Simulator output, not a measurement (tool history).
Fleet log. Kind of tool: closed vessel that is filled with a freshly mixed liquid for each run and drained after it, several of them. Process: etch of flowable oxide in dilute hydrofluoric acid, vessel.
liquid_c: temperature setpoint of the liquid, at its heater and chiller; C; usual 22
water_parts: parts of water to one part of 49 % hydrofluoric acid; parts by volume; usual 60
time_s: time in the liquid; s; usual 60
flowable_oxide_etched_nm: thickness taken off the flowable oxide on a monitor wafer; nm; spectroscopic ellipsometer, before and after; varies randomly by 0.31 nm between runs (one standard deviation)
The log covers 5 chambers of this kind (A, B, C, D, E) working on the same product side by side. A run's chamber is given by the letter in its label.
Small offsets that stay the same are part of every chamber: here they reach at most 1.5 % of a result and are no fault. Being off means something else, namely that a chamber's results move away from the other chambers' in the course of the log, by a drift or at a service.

run	hour	liquid_c	water_parts	time_s	read-back film thickness of the flowable oxide reference wafer, read on the same gauge (nm)	flowable_oxide_etched_nm
1B	3.5	22	60	60	29.988	30.930
2D	7.2	22	60	60	30.016	30.311
3A	10.0	22	60	60	29.995	31.204
4E	13.6	22	60	60	30.035	31.053
5C	16.7	22	85	60	30.037	20.849
6D	19.4	22	85	60	29.990	21.160
7E	22.8	22	85	60	30.019	21.611
8C	26.9	22	85	60	29.988	21.001
9A	31.0	22	85	60	29.990	21.017
10B	34.1	22	60	60	30.005	30.340
11E	37.1	22	60	60	30.026	30.915
12C	40.5	22	60	60	29.977	30.289
13B	42.8	22	60	60	29.995	30.148
14D	47.3	22	60	60	29.998	30.367
15A	51.0	22	60	60	30.010	30.795
16A	53.6	22	60	60	29.979	30.640
17B	58.1	22	60	60	29.998	29.633
18E	61.7	25	60	90	29.983	53.433
19D	65.5	25	60	90	30.005	51.274
20C	69.3	25	60	90	30.004	52.154
# hour 69.6: chamber A: hydrofluoric acid flow meter replaced
21C	72.7	25	60	90	29.992	51.375
22D	75.3	25	60	90	29.948	51.725
23B	79.9	22	60	60	29.992	30.220
24E	83.0	22	60	60	30.015	31.523
25A	86.6	22	60	60	29.976	30.888
26A	89.7	22	60	60	30.020	31.142
27B	93.9	22	60	60	29.992	30.006
28D	98.8	22	60	60	30.011	30.347
29C	103.1	22	60	60	30.002	30.781
30E	106.2	22	60	60	29.997	32.214
31A	110.2	22	75	60	29.994	24.564
32D	114.3	22	75	60	30.000	24.072
33B	116.5	22	75	60	29.999	23.604
34C	120.7	22	75	60	30.022	24.208
35E	124.6	22	75	60	30.001	25.277
36A	129.0	22	60	60	29.967	30.605
37D	133.0	26	60	60	29.996	36.264
38B	136.2	26	60	60	29.994	34.728
39E	138.5	26	60	60	30.003	39.502
# hour 141.5: chamber B: hydrofluoric acid flow meter replaced
40C	141.6	26	60	60	30.025	35.907
41B	145.1	26	60	60	29.989	35.488
42C	147.5	22	60	60	30.012	30.451
43A	151.0	20	60	60	30.015	28.049

Is one chamber off against the others, does the gauge drift, or is nothing wrong? If a chamber is off, say which, and what the likeliest cause is.

Little by little, chamber E moves away from the other chambers.
Likeliest cause: liquid hotter than its thermometer reads (K) = 1.95.
Not necessarily distinguishable in this log from: hydrofluoric acid flow above the setpoint (%).

Below are 4 candidate recipes for chamber E's next run, each the usual settings with a change, their results shown as question marks. Which of them brings E's results back in line with what the other chambers give on the usual settings?
To be in line, a result may differ from the other chambers' mean on the usual settings by at most: flowable_oxide_etched_nm 1.100 nm
44E-1	154.5	22.5	60	60		?
44E-2	154.5	21.5	60	60		?
44E-3	154.5	22.0	60	55		?
44E-4	154.5	24.0	60	60		?

Other chambers, usual settings, mean: flowable_oxide_etched_nm 30.672 nm
run	flowable_oxide_etched_nm
44E-1	34.199
44E-2	32.843
44E-3	30.729
44E-4	36.308
It is 44E-3 that realigns the chamber with its peers.
